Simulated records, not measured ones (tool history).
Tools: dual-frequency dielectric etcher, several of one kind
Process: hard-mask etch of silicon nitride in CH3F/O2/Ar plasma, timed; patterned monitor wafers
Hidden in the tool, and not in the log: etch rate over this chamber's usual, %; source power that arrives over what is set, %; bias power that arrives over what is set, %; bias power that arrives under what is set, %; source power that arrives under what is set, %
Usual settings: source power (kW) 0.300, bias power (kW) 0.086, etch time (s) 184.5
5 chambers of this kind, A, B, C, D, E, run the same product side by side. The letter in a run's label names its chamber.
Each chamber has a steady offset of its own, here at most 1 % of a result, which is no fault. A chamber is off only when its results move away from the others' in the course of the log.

| run | day | source power (kW) | bias power (kW) | etch time (s) | hours since the last wet clean | hours since the last source power generator calibration | hours since the last bias power generator calibration | read-back reference wafer on the same gauge, depth_nm | mean etch depth across the wafer (angstrom) |
|---|---|---|---|---|---|---|---|---|---|
| 1B | 0.188 | 0.300 | 0.086 | 184.5 | 359.3 | 1017.7 | 3008.0 | 144.09 | 1227.1 |
| 2E | 0.300 | 0.300 | 0.086 | 184.5 | 365.6 | 648.2 | 1341.8 | 144.09 | 1232.2 |
| 3C | 0.442 | 0.300 | 0.086 | 184.5 | 499.2 | 513.4 | 3036.5 | 144.05 | 1236.4 |
| 4D | 0.638 | 0.300 | 0.086 | 184.5 | 196.2 | 1648.8 | 3766.0 | 144.08 | 1231.9 |
|  | 0.679 | chamber C: wet clean of the chamber |
| 5A | 0.767 | 0.300 | 0.086 | 184.5 | 114.8 | 1270.8 | 855.8 | 144.09 | 1242.6 |
| 6B | 0.896 | 0.300 | 0.086 | 184.5 | 376.3 | 1034.7 | 3025.0 | 144.09 | 1228.3 |
| 7C | 1.042 | 0.300 | 0.086 | 184.5 | 8.7 | 527.8 | 3050.9 | 144.13 | 1235.5 |
| 8A | 1.192 | 0.300 | 0.086 | 184.5 | 125.0 | 1281.0 | 866.0 | 144.13 | 1241.6 |
| 9D | 1.342 | 0.300 | 0.086 | 184.5 | 213.1 | 1665.7 | 3782.9 | 144.19 | 1234.7 |
| 10E | 1.538 | 0.300 | 0.086 | 184.5 | 395.3 | 677.9 | 1371.5 | 144.15 | 1233.8 |
| 11A | 1.667 | 0.300 | 0.086 | 184.5 | 136.4 | 1292.4 | 877.4 | 144.20 | 1243.1 |
| 12B | 1.825 | 0.300 | 0.086 | 184.5 | 398.6 | 1057.0 | 3047.3 | 144.26 | 1232.7 |
| 13C | 1.962 | 0.360 | 0.086 | 184.5 | 30.8 | 549.9 | 3073.0 | 144.24 | 1323.9 |
| 14E | 2.171 | 0.360 | 0.086 | 184.5 | 410.5 | 693.1 | 1386.7 | 144.30 | 1322.6 |
| 15D | 2.329 | 0.360 | 0.086 | 184.5 | 236.8 | 1689.4 | 3806.6 | 144.32 | 1325.9 |
| 16A | 2.483 | 0.360 | 0.086 | 184.5 | 156.0 | 1312.0 | 897.0 | 144.35 | 1332.5 |
| 17E | 2.679 | 0.360 | 0.086 | 184.5 | 422.7 | 705.3 | 1398.9 | 144.32 | 1321.9 |
| 18B | 2.800 | 0.300 | 0.086 | 184.5 | 422.0 | 1080.4 | 3070.7 | 144.33 | 1231.6 |
| 19C | 2.942 | 0.300 | 0.086 | 184.5 | 54.3 | 573.4 | 3096.5 | 144.35 | 1236.8 |
| 20D | 3.042 | 0.300 | 0.086 | 184.5 | 253.9 | 1706.5 | 3823.7 | 144.45 | 1240.1 |
| 21E | 3.258 | 0.230 | 0.103 | 184.5 | 436.6 | 719.2 | 1412.8 | 144.39 | 1201.3 |
| 22B | 3.429 | 0.230 | 0.103 | 184.5 | 437.1 | 1095.5 | 3085.8 | 144.46 | 1193.9 |
| 23C | 3.633 | 0.230 | 0.103 | 184.5 | 70.9 | 590.0 | 3113.1 | 144.46 | 1198.1 |
| 24A | 3.738 | 0.230 | 0.103 | 184.5 | 186.1 | 1342.1 | 927.1 | 144.54 | 1213.2 |
| 25D | 3.838 | 0.230 | 0.103 | 184.5 | 273.0 | 1725.6 | 3842.8 | 144.49 | 1196.6 |
| 26B | 3.938 | 0.300 | 0.086 | 184.5 | 449.3 | 1107.7 | 3098.0 | 144.48 | 1232.6 |
| 27D | 4.129 | 0.300 | 0.086 | 184.5 | 280.0 | 1732.6 | 3849.8 | 144.57 | 1239.0 |
| 28E | 4.262 | 0.300 | 0.086 | 184.5 | 460.7 | 743.3 | 1436.9 | 144.54 | 1236.2 |
| 29C | 4.408 | 0.300 | 0.086 | 184.5 | 89.5 | 608.6 | 3131.7 | 144.58 | 1239.8 |
| 30A | 4.529 | 0.300 | 0.079 | 184.5 | 205.1 | 1361.1 | 946.1 | 144.58 | 1209.5 |
| 31A | 4.667 | 0.300 | 0.079 | 184.5 | 208.4 | 1364.4 | 949.4 | 144.66 | 1212.7 |

All 5 chambers run these settings next. Forecast each chamber's results:
| 32A | 4.821 | 0.220 | 0.086 | 184.5 |  |  |  |  | ? |
| 32B | 4.821 | 0.220 | 0.086 | 184.5 |  |  |  |  | ? |
| 32C | 4.821 | 0.220 | 0.086 | 184.5 |  |  |  |  | ? |
| 32D | 4.821 | 0.220 | 0.086 | 184.5 |  |  |  |  | ? |
| 32E | 4.821 | 0.220 | 0.086 | 184.5 |  |  |  |  | ? |

| run | mean etch depth across the wafer (angstrom) |
|---|---|
| 32A | 1112.5 |
| 32B | 1098.3 |
| 32C | 1102.0 |
| 32D | 1099.6 |
| 32E | 1105.9 |
